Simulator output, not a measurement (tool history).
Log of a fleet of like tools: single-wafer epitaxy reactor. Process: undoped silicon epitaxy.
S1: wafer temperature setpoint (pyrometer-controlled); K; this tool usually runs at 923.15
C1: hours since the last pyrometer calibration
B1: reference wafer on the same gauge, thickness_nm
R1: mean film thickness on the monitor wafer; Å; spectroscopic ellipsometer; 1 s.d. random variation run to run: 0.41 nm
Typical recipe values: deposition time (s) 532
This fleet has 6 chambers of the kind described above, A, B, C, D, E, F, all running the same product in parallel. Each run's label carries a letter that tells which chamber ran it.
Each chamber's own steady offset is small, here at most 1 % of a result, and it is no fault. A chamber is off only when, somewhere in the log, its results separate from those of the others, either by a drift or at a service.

{"run": "1C", "hour": 6.1, "S1": 923.15, "deposition time (s)": 532, "C1": 900.0, "B1": 83.408, "R1": 896.9}
{"run": "2A", "hour": 9.2, "S1": 923.15, "deposition time (s)": 532, "C1": 838.3, "B1": 83.243, "R1": 884.58}
{"run": "3B", "hour": 14.5, "S1": 923.15, "deposition time (s)": 532, "C1": 557.8, "B1": 83.44, "R1": 892.26}
{"run": "4E", "hour": 18.0, "S1": 923.15, "deposition time (s)": 532, "C1": 1346.5, "B1": 83.315, "R1": 895.79}
{"run": "5D", "hour": 24.9, "S1": 923.15, "deposition time (s)": 532, "C1": 544.9, "B1": 83.324, "R1": 887.38}
{"run": "6F", "hour": 30.6, "S1": 923.15, "deposition time (s)": 532, "C1": 1734.5, "B1": 83.336, "R1": 877.14}
{"run": "7F", "hour": 34.0, "S1": 929.15, "deposition time (s)": 532, "C1": 1737.9, "B1": 83.231, "R1": 1014.0}
{"run": "8D", "hour": 38.8, "S1": 929.15, "deposition time (s)": 532, "C1": 558.8, "B1": 83.336, "R1": 1011.9}
{"run": "9C", "hour": 43.6, "S1": 929.15, "deposition time (s)": 532, "C1": 937.5, "B1": 83.35, "R1": 1026.2}
{"run": "10B", "hour": 48.2, "S1": 929.15, "deposition time (s)": 532, "C1": 591.5, "B1": 83.364, "R1": 1027.8}
{"run": "11A", "hour": 53.3, "S1": 929.15, "deposition time (s)": 532, "C1": 882.4, "B1": 83.196, "R1": 1017.3}
{"run": "12E", "hour": 57.6, "S1": 929.15, "deposition time (s)": 532, "C1": 1386.1, "B1": 83.26, "R1": 1023.0}
{"run": "13A", "hour": 63.0, "S1": 923.15, "deposition time (s)": 567, "C1": 892.1, "B1": 83.367, "R1": 945.86}
{"run": "14B", "hour": 68.1, "S1": 923.15, "deposition time (s)": 567, "C1": 611.4, "B1": 83.306, "R1": 953.29}
{"run": "15E", "hour": 73.0, "S1": 923.15, "deposition time (s)": 567, "C1": 1401.5, "B1": 83.3, "R1": 949.18}
{"run": "16F", "hour": 79.8, "S1": 923.15, "deposition time (s)": 567, "C1": 1783.7, "B1": 83.241, "R1": 941.63}
{"run": "17D", "hour": 85.2, "S1": 923.15, "deposition time (s)": 567, "C1": 605.2, "B1": 83.291, "R1": 937.89}
{"run": "18C", "hour": 90.0, "S1": 923.15, "deposition time (s)": 567, "C1": 983.9, "B1": 83.278, "R1": 954.72}
{"run": "19A", "hour": 93.7, "S1": 923.15, "deposition time (s)": 532, "C1": 922.8, "B1": 83.222, "R1": 889.4}
{"run": "20E", "hour": 100.4, "S1": 923.15, "deposition time (s)": 532, "C1": 1428.9, "B1": 83.265, "R1": 893.46}
{"run": "21B", "hour": 103.5, "S1": 912.15, "deposition time (s)": 532, "C1": 646.8, "B1": 83.305, "R1": 703.44}
{"run": "22F", "hour": 108.3, "S1": 912.15, "deposition time (s)": 532, "C1": 1812.2, "B1": 83.343, "R1": 699.14}
{"run": "23D", "hour": 113.5, "S1": 912.15, "deposition time (s)": 532, "C1": 633.5, "B1": 83.311, "R1": 699.38}
{"run": "24C", "hour": 118.3, "S1": 912.15, "deposition time (s)": 532, "C1": 1012.2, "B1": 83.39, "R1": 692.31}
{"run": "25A", "hour": 122.6, "S1": 912.15, "deposition time (s)": 532, "C1": 951.7, "B1": 83.248, "R1": 696.92}
{"run": "26D", "hour": 128.0, "S1": 912.15, "deposition time (s)": 532, "C1": 648.0, "B1": 83.379, "R1": 699.58}
{"run": "27B", "hour": 132.8, "S1": 909.15, "deposition time (s)": 447, "C1": 676.1, "B1": 83.203, "R1": 552.93}
{"run": "28F", "hour": 136.4, "S1": 909.15, "deposition time (s)": 447, "C1": 1840.3, "B1": 83.277, "R1": 550.24}
{"run": "29C", "hour": 142.3, "S1": 909.15, "deposition time (s)": 447, "C1": 1036.2, "B1": 83.286, "R1": 547.8}
{"run": "30E", "hour": 146.0, "S1": 909.15, "deposition time (s)": 447, "C1": 1474.5, "B1": 83.245, "R1": 543.98}
{"run": "31F", "hour": 150.0, "S1": 909.15, "deposition time (s)": 447, "C1": 1853.9, "B1": 83.339, "R1": 545.14}
{"run": "32E", "hour": 153.2, "S1": 909.15, "deposition time (s)": 447, "C1": 1481.7, "B1": 83.37, "R1": 545.45}
{"run": "33D", "hour": 159.6, "S1": 923.15, "deposition time (s)": 532, "C1": 679.6, "B1": 83.266, "R1": 885.74}
{"run": "34C", "hour": 165.3, "S1": 923.15, "deposition time (s)": 532, "C1": 1059.2, "B1": 83.325, "R1": 894.88}
{"run": "35A", "hour": 171.9, "S1": 923.15, "deposition time (s)": 532, "C1": 1001.0, "B1": 83.355, "R1": 895.61}
{"run": "36B", "hour": 177.8, "S1": 923.15, "deposition time (s)": 532, "C1": 721.1, "B1": 83.276, "R1": 899.4}
{"run": "37E", "hour": 182.5, "S1": 923.15, "deposition time (s)": 532, "C1": 1511.0, "B1": 83.27, "R1": 897.06}
{"run": "38F", "hour": 186.1, "S1": 923.15, "deposition time (s)": 532, "C1": 1890.0, "B1": 83.198, "R1": 881.58}
{"run": "39C", "hour": 191.1, "S1": 923.15, "deposition time (s)": 532, "C1": 1085.0, "B1": 83.395, "R1": 901.19}
{"run": "40B", "hour": 195.6, "S1": 923.15, "deposition time (s)": 532, "C1": 738.9, "B1": 83.255, "R1": 895.38}
{"run": "41A", "hour": 199.2, "S1": 923.15, "deposition time (s)": 532, "C1": 1028.3, "B1": 83.227, "R1": 889.06}
{"run": "42D", "hour": 203.4, "S1": 918.15, "deposition time (s)": 611, "C1": 723.4, "B1": 83.359, "R1": 908.02}
{"run": "43C", "hour": 208.3, "S1": 918.15, "deposition time (s)": 611, "C1": 1102.2, "B1": 83.254, "R1": 923.94}

Each of the 6 chambers runs these same settings next. Fill in every chamber's results:
{"run": "44A", "hour": 213.2, "S1": 923.15, "deposition time (s)": 435, "R1": "?"}
{"run": "44B", "hour": 213.2, "S1": 923.15, "deposition time (s)": 435, "R1": "?"}
{"run": "44C", "hour": 213.2, "S1": 923.15, "deposition time (s)": 435, "R1": "?"}
{"run": "44D", "hour": 213.2, "S1": 923.15, "deposition time (s)": 435, "R1": "?"}
{"run": "44E", "hour": 213.2, "S1": 923.15, "deposition time (s)": 435, "R1": "?"}
{"run": "44F", "hour": 213.2, "S1": 923.15, "deposition time (s)": 435, "R1": "?"}

run=44A R1=725.38
run=44B R1=729.54
run=44C R1=734.28
run=44D R1=720.71
run=44E R1=733.83
run=44F R1=730.33
